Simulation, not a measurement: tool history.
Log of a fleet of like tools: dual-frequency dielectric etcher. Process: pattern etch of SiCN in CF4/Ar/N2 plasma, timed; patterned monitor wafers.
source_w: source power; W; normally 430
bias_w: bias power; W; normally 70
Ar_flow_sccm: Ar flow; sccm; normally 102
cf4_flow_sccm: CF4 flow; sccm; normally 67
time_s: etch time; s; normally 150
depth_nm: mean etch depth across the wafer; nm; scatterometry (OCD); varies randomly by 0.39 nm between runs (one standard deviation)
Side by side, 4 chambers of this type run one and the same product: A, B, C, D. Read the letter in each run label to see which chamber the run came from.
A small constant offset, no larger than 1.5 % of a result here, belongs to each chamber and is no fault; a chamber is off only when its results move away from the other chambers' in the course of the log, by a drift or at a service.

run,hour,source_w,bias_w,Ar_flow_sccm,cf4_flow_sccm,time_s,hours since the last wet clean,hours since the last source power generator calibration,hours since the last bias power generator calibration,hours since the last Ar flow controller change,hours since the last CF4 flow controller change,"read-back reference wafer on the same gauge, depth_nm",depth_nm
1A,5.4,430,70,102,67,150,148.2,490.1,1603.6,904,1213.8,102.02,123.04
2D,13.4,430,70,102,67,150,313.9,944.7,3221.6,1649.2,1381.1,102.06,123.25
3B,22.4,430,70,102,67,150,165.5,3711.6,2465.3,691.3,4093.2,101.95,121.18
4C,33.5,430,70,102,67,150,348,3396.5,969.9,3960,62.8,102,121.29
5B,41.8,430,70,102,67,150,184.9,3731,2484.7,710.7,4112.6,102.07,120.83
6D,50.7,430,70,102,51,150,351.2,982,3258.9,1686.5,1418.4,102.04,118.64
7A,60.3,430,70,102,51,150,203.1,545,1658.5,958.9,1268.7,101.98,117.78
8C,69.7,430,70,102,51,150,384.2,3432.7,1006.1,3996.2,99,101.95,116.02
9A,80.1,430,70,102,51,150,222.9,564.8,1678.3,978.7,1288.5,102.04,116.78
10D,86.7,430,70,102,67,150,387.2,1018,3294.9,1722.5,1454.4,101.96,124.14
11B,96.9,430,70,102,67,150,240,3786.1,2539.8,765.8,4167.7,102.01,121.28
12C,106.4,430,70,102,67,150,420.9,3469.4,1042.8,4032.9,135.7,102.03,121.23
13B,113.7,430,82,102,67,129,256.8,3802.9,2556.6,782.6,4184.5,102.05,109.53
# hour 124.2: chamber D: wet clean of the chamber
14A,126.2,430,82,102,67,129,269,610.9,1724.4,1024.8,1334.6,101.91,111.03
15C,134,430,82,102,67,129,448.5,3497,1070.4,4060.5,163.3,102.05,108.95
16D,141.7,430,82,102,67,129,17.6,1073,3349.9,1777.5,1509.4,101.91,111.94
17C,150.6,430,70,102,67,150,465.1,3513.6,1087,4077.1,179.9,101.94,119.79
# hour 160.7: chamber B: wet clean of the chamber
18B,161.2,430,70,102,67,150,0.6,3850.4,2604.1,830.1,4232,102.01,120.64
19A,169.7,430,70,102,67,150,312.5,654.4,1767.9,1068.3,1378.1,102,122
# hour 176.1: chamber C: wet clean of the chamber
20D,178.8,430,70,102,67,150,54.7,1110.1,3387,1814.6,1546.5,101.97,123.59
21D,190.5,430,70,102,67,150,66.4,1121.8,3398.7,1826.3,1558.2,102.02,123.76
# hour 198.6: chamber A: wet clean of the chamber
22C,203,430,70,102,67,150,27,3566,1139.4,4129.5,232.3,102,120.32
23B,213.6,430,70,102,67,150,53,3902.8,2656.5,882.5,4284.4,101.91,120.39
24A,224.9,430,70,102,67,132.5,26.4,709.6,1823.1,1123.5,1433.3,102.01,108.03
25C,232.5,430,70,102,67,132.5,56.5,3595.5,1168.9,4159,261.8,101.89,105.77
26B,239.5,430,70,102,67,132.5,78.9,3928.7,2682.4,908.4,4310.3,102.09,106.56
27D,251.4,430,70,102,67,132.5,127.3,1182.7,3459.6,1887.2,1619.1,101.97,109.29
28A,263.4,430,70,102,75,116,64.9,748.1,1861.6,1162,1471.8,102.03,96.358
29A,272.7,430,70,102,75,116,74.2,757.4,1870.9,1171.3,1481.1,102.03,96.682

Decide between three cases: one chamber stands off from its peers, the gauge reading all wafers drifts, or nothing is wrong past each chamber's small offset. Where a chamber is off, say which and what most likely put it there.

One chamber, C, drifts off from the rest bit by bit.
Most likely cause: source power that arrives under what is set, % = 2.77.

Chamber C could run next with any of the 4 candidate recipes listed below; each alters the usual settings, and their results appear as question marks. Which one brings its results back in line with what the other chambers deliver on the usual settings?
A result is in line if it is within this distance of the other chambers' mean on the usual settings: depth_nm 1.4 nm
30C-1,281.8,420,69,102,67,144.5,,,,,,,?
30C-2,281.8,440,71,102,67,155.5,,,,,,,?
30C-3,281.8,430,70,122,67,150,,,,,,,?
30C-4,281.8,430,70,92,74,150,,,,,,,?

The other chambers' mean on the usual settings: depth_nm 122.36 nm
run,depth_nm
30C-1,111.51
30C-2,126.23
30C-3,115.51
30C-4,122.39
It is 30C-4 that realigns the chamber with its peers.
